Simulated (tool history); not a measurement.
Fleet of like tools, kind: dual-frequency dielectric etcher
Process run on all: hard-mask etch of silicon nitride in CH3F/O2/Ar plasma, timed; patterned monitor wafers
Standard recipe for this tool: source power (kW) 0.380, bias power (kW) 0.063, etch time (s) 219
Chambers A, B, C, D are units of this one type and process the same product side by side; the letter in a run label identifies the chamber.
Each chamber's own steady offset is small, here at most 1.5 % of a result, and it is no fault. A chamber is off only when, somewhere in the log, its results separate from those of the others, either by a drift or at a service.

run	hour	source power (kW)	bias power (kW)	etch time (s)	read-back reference wafer on the same gauge, depth_nm	mean etch depth across the wafer (Å)
1C	8.8	0.380	0.063	219	115.98	1446.3
2A	16.9	0.380	0.063	219	116.08	1422.7
3B	24.9	0.380	0.063	219	115.91	1434.3
4D	31.0	0.380	0.063	219	116.04	1446.2
5C	37.2	0.380	0.063	219	115.99	1445.8
6D	43.3	0.380	0.063	219	116.07	1441.8
7B	50.3	0.380	0.063	219	115.96	1433.5
8A	59.3	0.380	0.063	219	116.15	1415.5
9A	64.6	0.380	0.063	219	116.01	1430.1
10B	70.7	0.380	0.063	219	116.01	1434.1
11C	74.6	0.380	0.063	219	116.05	1440.0
# hour 77.9: chamber C: source power generator calibrated
12D	81.5	0.380	0.063	219	115.99	1439.8
13D	85.5	0.290	0.063	259	115.92	1544.1
14A	90.6	0.290	0.063	259	115.94	1512.0
15C	95.9	0.290	0.063	259	116.11	1550.3
16B	102.2	0.290	0.063	259	116.17	1534.3
17C	110.6	0.380	0.063	219	116.06	1444.1
18A	115.9	0.380	0.063	219	115.99	1420.5
19D	120.1	0.380	0.063	219	116.06	1447.6
20B	127.0	0.380	0.063	219	115.96	1437.1
21C	131.6	0.380	0.056	165	116.08	1043.2
22D	139.0	0.380	0.056	165	116.05	1045.6
23B	147.4	0.380	0.056	165	115.94	1036.6
# hour 152.6: chamber B: wet clean of the chamber
24A	154.2	0.380	0.056	165	115.99	1030.6
# hour 160.0: chamber A: wet clean of the chamber
25B	160.4	0.380	0.063	219	116.04	1429.4
26D	166.8	0.380	0.063	219	115.97	1434.8
27C	175.0	0.380	0.063	219	115.99	1447.6
28A	180.3	0.380	0.063	219	116.10	1412.7
29C	186.1	0.380	0.063	219	116.05	1453.7
30B	190.9	0.380	0.063	219	115.98	1438.8
31D	195.3	0.380	0.063	219	115.96	1437.6
32A	201.0	0.380	0.063	219	115.83	1421.8
33A	207.2	0.380	0.063	219	116.03	1422.5
34C	213.7	0.380	0.063	219	115.92	1430.4
35D	217.8	0.380	0.063	219	115.95	1449.2
36B	224.5	0.380	0.063	219	115.89	1422.1
37D	230.2	0.380	0.063	219	115.89	1438.1
38B	236.1	0.380	0.063	195	116.04	1269.0
39A	245.0	0.380	0.063	195	115.99	1268.3
40C	253.5	0.380	0.063	195	116.17	1285.9
41A	262.1	0.380	0.063	195	115.97	1258.3
# hour 264.7: chamber B: bias power generator calibrated
42C	269.5	0.380	0.063	219	116.01	1441.7
43B	278.3	0.380	0.063	219	115.98	1433.5
44D	283.2	0.380	0.063	219	115.91	1443.8

Is one chamber off against the others, does the gauge drift, or is nothing wrong? If a chamber is off, say which, and what the likeliest cause is.

No chamber stands off beyond its own small offset, and the gauge holds steady.

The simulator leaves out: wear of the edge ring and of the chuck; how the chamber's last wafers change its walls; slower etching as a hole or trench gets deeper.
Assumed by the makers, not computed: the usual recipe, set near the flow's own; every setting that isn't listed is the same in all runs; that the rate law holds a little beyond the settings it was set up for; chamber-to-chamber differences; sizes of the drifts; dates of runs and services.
